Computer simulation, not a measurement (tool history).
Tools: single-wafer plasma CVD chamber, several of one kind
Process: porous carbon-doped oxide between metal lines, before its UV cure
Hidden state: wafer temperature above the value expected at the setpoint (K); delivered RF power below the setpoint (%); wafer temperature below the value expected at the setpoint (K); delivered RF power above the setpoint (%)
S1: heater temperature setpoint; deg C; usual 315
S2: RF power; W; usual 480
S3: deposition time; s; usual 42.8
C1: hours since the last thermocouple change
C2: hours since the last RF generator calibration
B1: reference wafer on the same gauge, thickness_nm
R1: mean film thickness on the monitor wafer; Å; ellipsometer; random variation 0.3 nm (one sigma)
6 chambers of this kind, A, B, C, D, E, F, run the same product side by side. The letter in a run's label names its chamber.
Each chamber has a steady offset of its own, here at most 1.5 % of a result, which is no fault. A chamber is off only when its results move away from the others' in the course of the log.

run 1E hour=6 | S1=315 S2=480 S3=42.8 | C1=1856.7 C2=368 | B1=222.05 | R1=2052.2
run 2F hour=11.8 | S1=315 S2=480 S3=42.8 | C1=539.2 C2=295.1 | B1=222.01 | R1=2077.9
run 3B hour=17 | S1=315 S2=480 S3=42.8 | C1=1650.4 C2=1019.1 | B1=222.03 | R1=2063.6
run 4D hour=24.6 | S1=315 S2=480 S3=42.8 | C1=843.9 C2=1448.5 | B1=222.16 | R1=2061
run 5A hour=30.7 | S1=315 S2=480 S3=42.8 | C1=469.2 C2=623.1 | B1=222.24 | R1=2045.1
run 6C hour=34.1 | S1=315 S2=480 S3=42.8 | C1=1013 C2=1431 | B1=222.2 | R1=2077.2
run 7B hour=40.3 | S1=315 S2=480 S3=42.8 | C1=1673.7 C2=1042.4 | B1=222.23 | R1=2061.4
run 8E hour=45.1 | S1=315 S2=480 S3=42.8 | C1=1895.8 C2=407.1 | B1=222.32 | R1=2052.2
run 9D hour=49.6 | S1=315 S2=480 S3=42.8 | C1=868.9 C2=1473.5 | B1=222.32 | R1=2064.4
run 10A hour=53 | S1=315 S2=480 S3=45.6 | C1=491.5 C2=645.4 | B1=222.29 | R1=2180.6
run 11C hour=58.8 | S1=315 S2=480 S3=45.6 | C1=1037.7 C2=1455.7 | B1=222.26 | R1=2213.8
run 12F hour=64.8 | S1=315 S2=480 S3=45.6 | C1=592.2 C2=348.1 | B1=222.35 | R1=2211.2
run 13F hour=69 | S1=315 S2=480 S3=45.6 | C1=596.4 C2=352.3 | B1=222.43 | R1=2211.6
run 14C hour=73.8 | S1=315 S2=480 S3=45.6 | C1=1052.7 C2=1470.7 | B1=222.45 | R1=2206.8
run 15E hour=78.7 | S1=315 S2=480 S3=45.6 | C1=1929.4 C2=440.7 | B1=222.45 | R1=2192.1
run 16A hour=85.1 | S1=315 S2=480 S3=42.8 | C1=523.6 C2=677.5 | B1=222.48 | R1=2054.6
run 17B hour=90.3 | S1=306 S2=480 S3=36.2 | C1=1723.7 C2=1092.4 | B1=222.55 | R1=1840.2
run 18D hour=93.9 | S1=306 S2=480 S3=36.2 | C1=913.2 C2=1517.8 | B1=222.49 | R1=1840.7
run 19D hour=97.4 | S1=306 S2=480 S3=36.2 | C1=916.7 C2=1521.3 | B1=222.57 | R1=1843.2
run 20E hour=103.4 | S1=306 S2=480 S3=36.2 | C1=1954.1 C2=465.4 | B1=222.64 | R1=1834.2
run 21F hour=108 | S1=306 S2=480 S3=36.2 | C1=635.4 C2=391.3 | B1=222.65 | R1=1856.8
run 22C hour=113.2 | S1=306 S2=480 S3=36.2 | C1=1092.1 C2=1510.1 | B1=222.7 | R1=1847.6
run 23B hour=120.4 | S1=315 S2=480 S3=42.8 | C1=1753.8 C2=1122.5 | B1=222.74 | R1=2064.3
run 24A hour=125.2 | S1=315 S2=480 S3=42.8 | C1=563.7 C2=717.6 | B1=222.71 | R1=2053.8
run 25D hour=131.4 | S1=315 S2=480 S3=42.8 | C1=950.7 C2=1555.3 | B1=222.79 | R1=2069.5
run 26E hour=134.8 | S1=315 S2=480 S3=42.8 | C1=1985.5 C2=496.8 | B1=222.76 | R1=2060.6
run 27A hour=140 | S1=315 S2=480 S3=42.8 | C1=578.5 C2=732.4 | B1=222.79 | R1=2055.4
run 28B hour=144.5 | S1=315 S2=480 S3=42.8 | C1=1777.9 C2=1146.6 | B1=222.85 | R1=2068.3
run 29C hour=151.6 | S1=315 S2=480 S3=42.8 | C1=1130.5 C2=1548.5 | B1=222.9 | R1=2081.2
run 30F hour=157.7 | S1=315 S2=480 S3=42.8 | C1=685.1 C2=441 | B1=222.94 | R1=2085.1
run 31A hour=162.8 | S1=315 S2=480 S3=42.8 | C1=601.3 C2=755.2 | B1=222.98 | R1=2058.7
run 32E hour=166.9 | S1=315 S2=480 S3=37.4 | C1=2017.6 C2=528.9 | B1=223.03 | R1=1804.2
run 33D hour=173.3 | S1=315 S2=480 S3=37.4 | C1=992.6 C2=1597.2 | B1=223.08 | R1=1815
run 34C hour=178 | S1=315 S2=480 S3=37.4 | C1=1156.9 C2=1574.9 | B1=223.02 | R1=1831.8
run 35B hour=183.8 | S1=315 S2=480 S3=37.4 | C1=1817.2 C2=1185.9 | B1=223.11 | R1=1813.5
run 36F hour=190.2 | S1=315 S2=480 S3=37.4 | C1=717.6 C2=473.5 | B1=223.11 | R1=1834.8
run 37F hour=195.9 | S1=315 S2=480 S3=37.4 | C1=723.3 C2=479.2 | B1=223.17 | R1=1828.2
run 38E hour=201.1 | S1=315 S2=480 S3=42.8 | C1=2051.8 C2=563.1 | B1=223.14 | R1=2061.7
run 39A hour=206.8 | S1=315 S2=480 S3=42.8 | C1=645.3 C2=799.2 | B1=223.19 | R1=2057.8
run 40D hour=211.7 | S1=315 S2=480 S3=42.8 | C1=1031 C2=1635.6 | B1=223.19 | R1=2075.5
run 41C hour=216.5 | S1=315 S2=480 S3=42.8 | C1=1195.4 C2=1613.4 | B1=223.24 | R1=2089.3
run 42B hour=220.2 | S1=311 S2=480 S3=34.8 | C1=1853.6 C2=1222.3 | B1=223.22 | R1=1728.6

Is one chamber off against the others, does the gauge drift, or is nothing wrong? If a chamber is off, say which, and what the likeliest cause is.

The gauge drifts, so all chambers seem to drift together. No chamber is off.
Cause: gauge reads high (%) = 0.607.
